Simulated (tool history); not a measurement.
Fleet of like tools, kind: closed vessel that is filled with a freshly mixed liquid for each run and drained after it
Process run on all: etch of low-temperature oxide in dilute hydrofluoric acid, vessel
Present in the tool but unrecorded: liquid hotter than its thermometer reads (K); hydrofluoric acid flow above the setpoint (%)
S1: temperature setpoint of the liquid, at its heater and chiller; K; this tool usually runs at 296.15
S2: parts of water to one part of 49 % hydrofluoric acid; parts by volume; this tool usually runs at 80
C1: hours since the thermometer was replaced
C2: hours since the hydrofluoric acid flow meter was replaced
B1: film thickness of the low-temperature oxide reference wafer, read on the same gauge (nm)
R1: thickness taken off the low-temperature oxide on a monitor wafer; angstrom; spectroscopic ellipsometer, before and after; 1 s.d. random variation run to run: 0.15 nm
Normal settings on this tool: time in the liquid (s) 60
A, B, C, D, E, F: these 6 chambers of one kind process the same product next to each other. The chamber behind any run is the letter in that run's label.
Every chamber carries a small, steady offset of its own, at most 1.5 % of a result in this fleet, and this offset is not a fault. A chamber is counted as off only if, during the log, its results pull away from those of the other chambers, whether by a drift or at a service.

{"run": "1A", "day": 0.179, "S1": 296.15, "S2": 80, "time in the liquid (s)": 60, "C1": 42, "C2": 416.6, "B1": 70.071, "R1": 180.41}
{"run": "2E", "day": 0.321, "S1": 296.15, "S2": 80, "time in the liquid (s)": 60, "C1": 1217.2, "C2": 482.2, "B1": 70.03, "R1": 174.64}
{"run": "3F", "day": 0.446, "S1": 296.15, "S2": 80, "time in the liquid (s)": 60, "C1": 870.6, "C2": 1891.1, "B1": 70.004, "R1": 177.01}
{"run": "4B", "day": 0.571, "S1": 296.15, "S2": 80, "time in the liquid (s)": 60, "C1": 1073.1, "C2": 490.3, "B1": 70.006, "R1": 179.02}
{"run": "5D", "day": 0.667, "S1": 296.15, "S2": 80, "time in the liquid (s)": 60, "C1": 886.7, "C2": 405.3, "B1": 70.005, "R1": 180.84}
{"run": "6C", "day": 0.804, "S1": 296.15, "S2": 80, "time in the liquid (s)": 60, "C1": 1271.3, "C2": 22.5, "B1": 69.986, "R1": 178.94}
{"run": "7E", "day": 0.912, "S1": 296.15, "S2": 80, "time in the liquid (s)": 60, "C1": 1231.4, "C2": 496.4, "B1": 70, "R1": 173.5}
{"run": "8B", "day": 0.996, "S1": 296.15, "S2": 80, "time in the liquid (s)": 60, "C1": 1083.3, "C2": 500.5, "B1": 70.003, "R1": 180.01}
{"run": "9F", "day": 1.138, "S1": 296.15, "S2": 95, "time in the liquid (s)": 80, "C1": 887.2, "C2": 1907.7, "B1": 70.001, "R1": 197.16}
{"run": "10D", "day": 1.292, "S1": 296.15, "S2": 95, "time in the liquid (s)": 80, "C1": 901.7, "C2": 420.3, "B1": 70.023, "R1": 197.19}
{"run": "11A", "day": 1.475, "S1": 296.15, "S2": 95, "time in the liquid (s)": 80, "C1": 73.1, "C2": 447.7, "B1": 70.017, "R1": 200.33}
{"run": "12C", "day": 1.596, "S1": 296.15, "S2": 95, "time in the liquid (s)": 80, "C1": 1290.3, "C2": 41.5, "B1": 70.031, "R1": 194.55}
{"run": "13D", "day": 1.725, "S1": 296.15, "S2": 95, "time in the liquid (s)": 80, "C1": 912.1, "C2": 430.7, "B1": 69.944, "R1": 201.38}
{"run": "14B", "day": 1.829, "S1": 296.15, "S2": 95, "time in the liquid (s)": 80, "C1": 1103.3, "C2": 520.5, "B1": 69.984, "R1": 200.8}
{"run": "15C", "day": 1.912, "S1": 296.15, "S2": 80, "time in the liquid (s)": 60, "C1": 1297.9, "C2": 49.1, "B1": 69.983, "R1": 179.32}
{"run": "16E", "day": 2.004, "S1": 296.15, "S2": 55, "time in the liquid (s)": 90, "C1": 1257.6, "C2": 522.6, "B1": 70.049, "R1": 399.82}
{"run": "17A", "day": 2.096, "S1": 296.15, "S2": 55, "time in the liquid (s)": 90, "C1": 88, "C2": 462.6, "B1": 69.982, "R1": 404.38}
{"run": "18F", "day": 2.183, "S1": 296.15, "S2": 55, "time in the liquid (s)": 90, "C1": 912.3, "C2": 1932.8, "B1": 70.005, "R1": 409.04}
{"run": "19E", "day": 2.275, "S1": 296.15, "S2": 55, "time in the liquid (s)": 90, "C1": 1264.1, "C2": 529.1, "B1": 69.997, "R1": 392.36}
{"run": "20F", "day": 2.442, "S1": 296.15, "S2": 55, "time in the liquid (s)": 90, "C1": 918.5, "C2": 1939, "B1": 70.035, "R1": 405.93}
{"run": "21C", "day": 2.596, "S1": 296.15, "S2": 55, "time in the liquid (s)": 90, "C1": 1314.3, "C2": 65.5, "B1": 69.986, "R1": 404.26}
{"run": "22D", "day": 2.767, "S1": 296.15, "S2": 80, "time in the liquid (s)": 60, "C1": 937.1, "C2": 455.7, "B1": 69.972, "R1": 177.36}
{"run": "23B", "day": 2.875, "S1": 296.15, "S2": 80, "time in the liquid (s)": 60, "C1": 1128.4, "C2": 545.6, "B1": 70, "R1": 181.77}
{"run": "24A", "day": 3.058, "S1": 296.15, "S2": 80, "time in the liquid (s)": 60, "C1": 111.1, "C2": 485.7, "B1": 69.971, "R1": 178.27}
{"run": "25D", "day": 3.221, "S1": 296.15, "S2": 80, "time in the liquid (s)": 60, "C1": 948, "C2": 466.6, "B1": 70.033, "R1": 178.75}
{"run": "26E", "day": 3.304, "S1": 294.65, "S2": 80, "time in the liquid (s)": 30, "C1": 1288.8, "C2": 553.8, "B1": 69.978, "R1": 83.776}
{"run": "27B", "day": 3.392, "S1": 294.65, "S2": 80, "time in the liquid (s)": 30, "C1": 1140.8, "C2": 558, "B1": 70.021, "R1": 87.286}
{"run": "28A", "day": 3.525, "S1": 294.65, "S2": 80, "time in the liquid (s)": 30, "C1": 122.3, "C2": 496.9, "B1": 70.003, "R1": 83.351}
{"run": "29C", "day": 3.604, "S1": 294.65, "S2": 80, "time in the liquid (s)": 30, "C1": 1338.5, "C2": 89.7, "B1": 69.996, "R1": 83.134}
{"run": "30F", "day": 3.738, "S1": 294.65, "S2": 80, "time in the liquid (s)": 30, "C1": 949.6, "C2": 1970.1, "B1": 70.003, "R1": 85.43}
{"run": "31F", "day": 3.904, "S1": 294.65, "S2": 80, "time in the liquid (s)": 30, "C1": 953.6, "C2": 1974.1, "B1": 69.939, "R1": 84.173}
{"run": "32C", "day": 4.058, "S1": 296.15, "S2": 80, "time in the liquid (s)": 60, "C1": 1349.4, "C2": 100.6, "B1": 70, "R1": 177.68}
{"run": "33A", "day": 4.158, "S1": 296.15, "S2": 80, "time in the liquid (s)": 60, "C1": 137.5, "C2": 512.1, "B1": 69.949, "R1": 181.23}
{"day": 4.225, "done": "chamber D: hydrofluoric acid flow meter replaced"}
{"run": "34B", "day": 4.338, "S1": 296.15, "S2": 80, "time in the liquid (s)": 60, "C1": 1163.5, "C2": 580.7, "B1": 69.998, "R1": 192.18}
{"run": "35E", "day": 4.45, "S1": 296.15, "S2": 80, "time in the liquid (s)": 60, "C1": 1316.3, "C2": 581.3, "B1": 69.989, "R1": 175.44}
{"run": "36D", "day": 4.604, "S1": 300.65, "S2": 80, "time in the liquid (s)": 60, "C1": 981.2, "C2": 9.1, "B1": 70, "R1": 212.05}
{"run": "37A", "day": 4.771, "S1": 300.65, "S2": 80, "time in the liquid (s)": 60, "C1": 152.2, "C2": 526.8, "B1": 69.985, "R1": 213.56}
{"run": "38E", "day": 4.871, "S1": 300.65, "S2": 80, "time in the liquid (s)": 60, "C1": 1326.4, "C2": 591.4, "B1": 70.024, "R1": 209.97}
{"run": "39C", "day": 4.996, "S1": 300.65, "S2": 80, "time in the liquid (s)": 60, "C1": 1371.9, "C2": 123.1, "B1": 69.988, "R1": 214.43}

What goes on in this fleet: one chamber off, a drifting gauge, or nothing beyond the chambers' own small offsets? Name the chamber and the cause, if any.

Chamber B drifts away from the others.
What lies behind it: liquid hotter than its thermometer reads (K) = 2.19.
Not necessarily distinguishable in this log from: hydrofluoric acid flow above the setpoint (%).

Chamber B could run next with any of the 4 candidate recipes listed below; each alters the usual settings, and their results appear as question marks. Which one brings its results back in line with what the other chambers deliver on the usual settings?
A result is in line if it is within this distance of the other chambers' mean on the usual settings: R1 5.3 angstrom
{"run": "40B-1", "day": 5.133, "S1": 296.65, "S2": 75, "time in the liquid (s)": 65, "R1": "?"}
{"run": "40B-2", "day": 5.133, "S1": 296.65, "S2": 75, "time in the liquid (s)": 60, "R1": "?"}
{"run": "40B-3", "day": 5.133, "S1": 296.15, "S2": 80, "time in the liquid (s)": 55, "R1": "?"}
{"run": "40B-4", "day": 5.133, "S1": 296.15, "S2": 80, "time in the liquid (s)": 50, "R1": "?"}

Usual-settings mean across the other chambers: R1 178.25 angstrom
run=40B-1 R1=231.98
run=40B-2 R1=214.14
run=40B-3 R1=179.32
run=40B-4 R1=163.02
The right change is 40B-3: it brings the chamber back within the allowed miss of the others.
